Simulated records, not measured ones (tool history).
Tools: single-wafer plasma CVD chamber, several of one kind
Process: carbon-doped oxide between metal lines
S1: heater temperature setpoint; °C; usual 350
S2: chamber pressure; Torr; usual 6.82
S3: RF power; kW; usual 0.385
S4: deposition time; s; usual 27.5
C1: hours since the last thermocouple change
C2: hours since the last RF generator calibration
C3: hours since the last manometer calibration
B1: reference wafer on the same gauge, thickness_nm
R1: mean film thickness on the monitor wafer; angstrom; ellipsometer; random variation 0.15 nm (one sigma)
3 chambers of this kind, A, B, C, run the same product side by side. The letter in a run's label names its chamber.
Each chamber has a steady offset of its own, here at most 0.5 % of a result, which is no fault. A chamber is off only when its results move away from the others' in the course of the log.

run	hour	S1	S2	S3	S4	C1	C2	C3	B1	R1
1C	5.6	350	6.82	0.385	27.5	200.6	53.7	1449.8	131.96	1214.0
2B	11.0	350	6.82	0.385	27.5	637.4	684.6	121.8	131.98	1209.3
3A	18.6	350	6.82	0.385	27.5	370.7	677.0	1545.2	131.91	1204.7
4B	28.0	350	6.82	0.385	27.5	654.4	701.6	138.8	131.91	1207.5
5A	34.9	350	6.82	0.385	27.5	387.0	693.3	1561.5	131.87	1203.2
6C	40.7	335	6.82	0.385	23.4	235.7	88.8	1484.9	131.85	1085.4
7C	50.6	335	6.82	0.385	23.4	245.6	98.7	1494.8	131.83	1084.9
8A	59.9	335	6.82	0.385	23.4	412.0	718.3	1586.5	131.80	1077.1
9B	67.4	350	6.82	0.350	27.5	693.8	741.0	178.2	131.68	1121.1
10C	72.1	350	6.82	0.350	27.5	267.1	120.2	1516.3	131.67	1125.4
11B	77.3	350	6.82	0.350	27.5	703.7	750.9	188.1	131.70	1120.1
12A	82.6	350	6.82	0.385	27.5	434.7	741.0	1609.2	131.69	1201.3
13C	90.3	350	6.82	0.385	27.5	285.3	138.4	1534.5	131.62	1211.4
14B	96.5	350	6.82	0.385	27.5	722.9	770.1	207.3	131.61	1205.2
15A	105.0	350	6.82	0.385	27.5	457.1	763.4	1631.6	131.57	1199.8
16B	109.4	350	6.82	0.385	31.0	735.8	783.0	220.2	131.53	1357.1
17C	119.3	350	6.82	0.385	31.0	314.3	167.4	1563.5	131.48	1360.7
18A	128.8	350	6.82	0.385	31.0	480.9	787.2	1655.4	131.50	1350.2
# hour 131.8: chamber A: RF generator calibrated
19B	135.0	350	6.82	0.385	27.5	761.4	808.6	245.8	131.49	1202.7
20C	140.2	350	6.82	0.385	27.5	335.2	188.3	1584.4	131.42	1208.2
21A	146.1	345	6.82	0.310	27.5	498.2	14.4	1672.7	131.42	1032.8
22A	152.7	345	6.82	0.310	27.5	504.8	21.0	1679.3	131.41	1030.9
23C	160.3	345	6.82	0.310	27.5	355.3	208.4	1604.5	131.33	1037.0
24B	166.2	350	6.82	0.385	27.5	792.6	839.8	277.0	131.36	1200.5

What goes on in this fleet: one chamber off, a drifting gauge, or nothing beyond the chambers' own small offsets? Name the chamber and the cause, if any.

The gauge drifts, so all chambers seem to drift together. No chamber is off.
Cause: gauge reads low (%) = 0.523.

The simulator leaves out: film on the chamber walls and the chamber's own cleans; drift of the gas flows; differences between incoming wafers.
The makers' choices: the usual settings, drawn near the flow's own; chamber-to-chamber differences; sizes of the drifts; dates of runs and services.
